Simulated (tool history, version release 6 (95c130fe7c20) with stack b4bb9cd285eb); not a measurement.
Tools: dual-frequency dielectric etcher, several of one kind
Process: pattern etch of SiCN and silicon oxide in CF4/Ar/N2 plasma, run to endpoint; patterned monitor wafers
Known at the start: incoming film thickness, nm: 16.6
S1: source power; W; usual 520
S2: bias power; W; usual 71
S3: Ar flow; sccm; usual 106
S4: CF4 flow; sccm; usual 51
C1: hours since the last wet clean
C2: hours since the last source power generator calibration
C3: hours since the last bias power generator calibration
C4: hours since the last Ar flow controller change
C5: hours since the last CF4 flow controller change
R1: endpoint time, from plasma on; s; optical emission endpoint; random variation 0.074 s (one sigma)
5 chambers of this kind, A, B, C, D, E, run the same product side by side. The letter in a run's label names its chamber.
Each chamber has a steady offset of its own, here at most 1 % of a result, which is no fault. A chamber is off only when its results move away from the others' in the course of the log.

run,hour,S1,S2,S3,S4,C1,C2,C3,C4,C5,R1
1D,10.6,520,71,106,51,231.6,1391.5,3786.7,5659.4,525.1,17.941
2A,16.3,520,71,106,51,58.6,1530.5,3270.7,2153.0,770.0,17.992
# hour 22.2: chamber E: wet clean of the chamber
3B,26.2,520,71,106,51,208.5,1575.9,376.5,1007.5,1283.0,18.029
4C,36.5,520,71,106,51,161.5,233.3,2195.3,5175.8,448.1,18.179
5E,47.2,520,71,106,51,25.0,2523.8,1676.7,4626.1,75.4,18.182
6E,56.4,520,71,106,51,34.2,2533.0,1685.9,4635.3,84.6,17.977
7B,67.0,520,71,106,51,249.3,1616.7,417.3,1048.3,1323.8,18.134
8C,75.4,520,71,106,51,200.4,272.2,2234.2,5214.7,487.0,18.260
9A,83.7,520,71,106,51,126.0,1597.9,3338.1,2220.4,837.4,18.060
10D,89.9,460,71,124,51,310.9,1470.8,3866.0,5738.7,604.4,20.665
11E,99.4,460,71,124,51,77.2,2576.0,1728.9,4678.3,127.6,20.664
12A,106.4,460,71,124,51,148.7,1620.6,3360.8,2243.1,860.1,20.470
13B,112.9,460,71,124,51,295.2,1662.6,463.2,1094.2,1369.7,20.708
14C,122.9,460,71,124,51,247.9,319.7,2281.7,5262.2,534.5,20.817
15D,131.9,520,71,106,51,352.9,1512.8,3908.0,5780.7,646.4,18.010
16A,138.6,520,71,106,51,180.9,1652.8,3393.0,2275.3,892.3,18.124
17E,150.0,520,71,106,51,127.8,2626.6,1779.5,4728.9,178.2,17.902
# hour 151.0: chamber A: source power generator calibrated
18B,161.2,520,71,106,51,343.5,1710.9,511.5,1142.5,1418.0,17.983
19D,170.7,520,71,106,51,391.7,1551.6,3946.8,5819.5,685.2,18.169
20C,181.1,520,71,106,51,306.1,377.9,2339.9,5320.4,592.7,18.366
21D,191.8,520,71,106,51,412.8,1572.7,3967.9,5840.6,706.3,18.025
# hour 199.7: chamber D: wet clean of the chamber
22E,201.9,520,71,106,51,179.7,2678.5,1831.4,4780.8,230.1,17.833
# hour 206.7: chamber D: Ar flow controller replaced
23C,210.9,520,71,106,51,335.9,407.7,2369.7,5350.2,622.5,18.389
24B,220.7,520,71,106,51,403.0,1770.4,571.0,1202.0,1477.5,18.006
25A,232.1,520,71,106,42,274.4,81.1,3486.5,2368.8,985.8,18.561
26D,242.7,520,71,106,42,43.0,1623.6,4018.8,36.0,757.2,18.603
# hour 243.2: chamber D: bias power generator calibrated
27E,251.3,520,71,106,42,229.1,2727.9,1880.8,4830.2,279.5,18.302
28B,259.4,520,71,106,42,441.7,1809.1,609.7,1240.7,1516.2,18.613
29A,267.0,520,71,106,42,309.3,116.0,3521.4,2403.7,1020.7,18.583
30C,276.4,520,71,106,51,401.4,473.2,2435.2,5415.7,688.0,18.404
31E,283.9,520,71,106,51,261.7,2760.5,1913.4,4862.8,312.1,17.668
32A,292.1,580,71,106,51,334.4,141.1,3546.5,2428.8,1045.8,16.432
33D,297.6,580,71,106,51,97.9,1678.5,54.4,90.9,812.1,16.370
34B,304.5,580,71,106,51,486.8,1854.2,654.8,1285.8,1561.3,16.409
35C,309.5,580,71,106,51,434.5,506.3,2468.3,5448.8,721.1,16.585

Is one chamber off against the others, does the gauge drift, or is nothing wrong? If a chamber is off, say which, and what the likeliest cause is.

Chamber E drifts away from the others.
Cause: source power that arrives over what is set, % = 3.7.
The log may not tell that from: etch rate over this chamber's usual, %.

Here are 4 candidates for chamber E's next run, each the usual settings with a change, their results left as question marks. Which one brings its results back in line with what the others give on the usual settings?
In line means no further than this from the other chambers' mean on the usual settings: R1 0.260 s
36E-1,317.6,530,72,106,51,,,,,,?
36E-2,317.6,550,72,105,51,,,,,,?
36E-3,317.6,510,70,106,51,,,,,,?
36E-4,317.6,490,70,107,51,,,,,,?

The other chambers' mean on the usual settings: R1 18.099 s
run,R1
36E-1,17.205
36E-2,16.633
36E-3,17.969
36E-4,18.633
36E-3 brings the chamber back in line.
